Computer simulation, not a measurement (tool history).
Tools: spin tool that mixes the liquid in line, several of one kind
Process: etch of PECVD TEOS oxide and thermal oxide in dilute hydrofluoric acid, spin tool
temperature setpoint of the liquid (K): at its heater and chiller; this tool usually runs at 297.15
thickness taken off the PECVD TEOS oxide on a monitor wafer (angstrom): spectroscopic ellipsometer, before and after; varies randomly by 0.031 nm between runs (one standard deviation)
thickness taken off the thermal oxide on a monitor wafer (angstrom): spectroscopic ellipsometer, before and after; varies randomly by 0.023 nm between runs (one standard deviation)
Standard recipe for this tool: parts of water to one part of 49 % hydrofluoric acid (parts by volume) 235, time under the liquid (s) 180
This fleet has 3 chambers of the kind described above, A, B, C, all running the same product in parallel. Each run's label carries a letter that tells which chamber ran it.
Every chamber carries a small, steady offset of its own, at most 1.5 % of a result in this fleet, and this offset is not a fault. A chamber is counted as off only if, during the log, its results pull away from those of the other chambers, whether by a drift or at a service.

run   hour  temperature setpoint of the liquid (K)  parts of water to one part of 49 % hydrofluoric acid (parts by volume)  time under the liquid (s)  read-back film thickness of the PECVD TEOS oxide reference wafer, read on the same gauge (nm)  read-back film thickness of the thermal oxide reference wafer, read on the same gauge (nm)  thickness taken off the PECVD TEOS oxide on a monitor wafer (angstrom)  thickness taken off the thermal oxide on a monitor wafer (angstrom)
 1C    4.2                                  297.15                                                                     235                        180                                                                                         109.99                                                                                      39.996                                                                   56.52                                                               30.488
 2A    8.2                                  297.15                                                                     235                        180                                                                                         109.98                                                                                      39.986                                                                  57.188                                                               30.779
 3B   14.2                                  297.15                                                                     235                        180                                                                                         110.07                                                                                      40.005                                                                  56.206                                                               30.632
 4C   18.6                                  297.15                                                                     235                        180                                                                                            110                                                                                      39.973                                                                  55.496                                                               30.396
 5A   25.3                                  297.15                                                                     235                        180                                                                                         110.02                                                                                      40.008                                                                  56.108                                                               31.145
 6B     32                                  297.15                                                                     235                        180                                                                                         109.98                                                                                      39.976                                                                  56.126                                                               31.196
 7B   36.5                                  292.15                                                                     195                        180                                                                                            110                                                                                      40.004                                                                  58.161                                                               31.704
 8A   41.2                                  292.15                                                                     195                        180                                                                                         110.03                                                                                      39.994                                                                  58.391                                                               32.015
 9C   48.1                                  292.15                                                                     195                        180                                                                                         110.01                                                                                      39.995                                                                  58.166                                                               31.669
10C   52.8                                  297.15                                                                     235                        180                                                                                         110.03                                                                                       40.01                                                                    56.1                                                               30.382
11A   57.6                                  297.15                                                                     235                        180                                                                                         109.98                                                                                      40.011                                                                  56.668                                                               31.066
12B   61.4                                  297.15                                                                     235                        180                                                                                         109.97                                                                                      40.002                                                                  56.345                                                               30.833
13C   69.5                                  297.15                                                                     235                        180                                                                                         110.01                                                                                      40.015                                                                  56.211                                                               30.236
14A   76.9                                  297.15                                                                     235                        180                                                                                         109.98                                                                                       39.97                                                                  56.762                                                               30.484
15B     82                                  297.15                                                                     235                        180                                                                                         110.03                                                                                      40.017                                                                  56.519                                                               31.251
16A   88.5                                  297.15                                                                     235                        180                                                                                         109.96                                                                                      39.967                                                                  56.462                                                               30.855
17C   93.2                                  297.15                                                                     235                        180                                                                                         109.98                                                                                      40.006                                                                  56.053                                                               30.601
18B  100.8                                  297.15                                                                     235                        180                                                                                         109.99                                                                                      39.992                                                                  55.905                                                               30.817
19C  105.3                                  297.15                                                                     235                        180                                                                                         110.02                                                                                      39.997                                                                  56.205                                                               30.227
20A  109.6                                  297.15                                                                     235                        180                                                                                         109.99                                                                                      40.016                                                                   56.45                                                               30.656
21B    116                                  297.15                                                                     235                        180                                                                                         110.01                                                                                      40.009                                                                  56.084                                                               30.942
22C  121.9                                  297.15                                                                     235                        220                                                                                         110.02                                                                                      39.998                                                                  68.363                                                               37.076
23B  127.2                                  297.15                                                                     235                        220                                                                                         109.98                                                                                      39.995                                                                  68.323                                                               37.951
24A    133                                  297.15                                                                     235                        220                                                                                            110                                                                                      40.006                                                                  69.534                                                               37.479
25A    140                                  297.15                                                                     235                        180                                                                                            110                                                                                      39.979                                                                  56.685                                                                30.87
26B  147.4                                  297.15                                                                     235                        180                                                                                         109.98                                                                                      39.994                                                                  56.587                                                                30.99
27C  154.5                                  297.15                                                                     235                        180                                                                                         109.98                                                                                      39.992                                                                  56.158                                                               30.388
28B  162.7                                  297.15                                                                     235                        180                                                                                         109.97                                                                                      39.988                                                                  56.067                                                               31.012
29C  169.6                                  297.15                                                                     235                        180                                                                                         110.01                                                                                      39.978                                                                  56.172                                                               30.658
30A  174.2                                  297.15                                                                     235                        180                                                                                            110                                                                                       39.99                                                                   56.49                                                                30.83
     177.6  -- chamber C: thermometer replaced
31B  180.4                                  297.15                                                                     235                        180                                                                                            110                                                                                       40.01                                                                   55.93                                                               31.403
     182.6  -- chamber C: hydrofluoric acid flow meter replaced
32A  186.6                                  297.15                                                                     235                        180                                                                                         109.99                                                                                      40.003                                                                  56.793                                                               30.679
33C  194.1                                  297.15                                                                     235                        180                                                                                         109.98                                                                                      39.996                                                                  56.554                                                               30.251
34C  201.3                                  297.15                                                                     235                        115                                                                                            110                                                                                      40.005                                                                  35.621                                                                19.56
35A  208.1                                  297.15                                                                     235                        115                                                                                         110.05                                                                                      40.011                                                                  35.913                                                               19.642
36B  213.6                                  297.15                                                                     235                        115                                                                                            110                                                                                      39.996                                                                  36.046                                                               19.859
37B  220.4                                  297.15                                                                     235                        180                                                                                         109.96                                                                                      40.005                                                                  55.911                                                                31.09
38A  226.9                                  297.15                                                                     235                        145                                                                                         110.03                                                                                      39.992                                                                  45.804                                                               24.643
39C  231.7                                  297.15                                                                     235                        145                                                                                         110.06                                                                                      39.998                                                                  44.984                                                               24.587
40A  239.2                                  297.15                                                                     235                        145                                                                                            110                                                                                      39.998                                                                   45.19                                                               24.771
41C  243.7                                  297.15                                                                     235                        180                                                                                         110.02                                                                                      39.991                                                                  55.741                                                               30.234
42B  249.6                                  297.15                                                                     235                        180                                                                                            110                                                                                      39.993                                                                  56.426                                                               30.801

Next, all 3 chambers run the settings below, one line each with question marks for the results. What does each chamber give?
43A  255.5                                  297.15                                                                     235                        180                                                                                                                                                                                                                                                                  ?                                                                    ?
43B  255.5                                  297.15                                                                     235                        180                                                                                                                                                                                                                                                                  ?                                                                    ?
43C  255.5                                  297.15                                                                     235                        180                                                                                                                                                                                                                                                                  ?                                                                    ?

run  thickness taken off the PECVD TEOS oxide on a monitor wafer (angstrom)  thickness taken off the thermal oxide on a monitor wafer (angstrom)
43A                                                                  56.254                                                               30.957
43B                                                                  56.005                                                                31.13
43C                                                                  56.435                                                                 30.5

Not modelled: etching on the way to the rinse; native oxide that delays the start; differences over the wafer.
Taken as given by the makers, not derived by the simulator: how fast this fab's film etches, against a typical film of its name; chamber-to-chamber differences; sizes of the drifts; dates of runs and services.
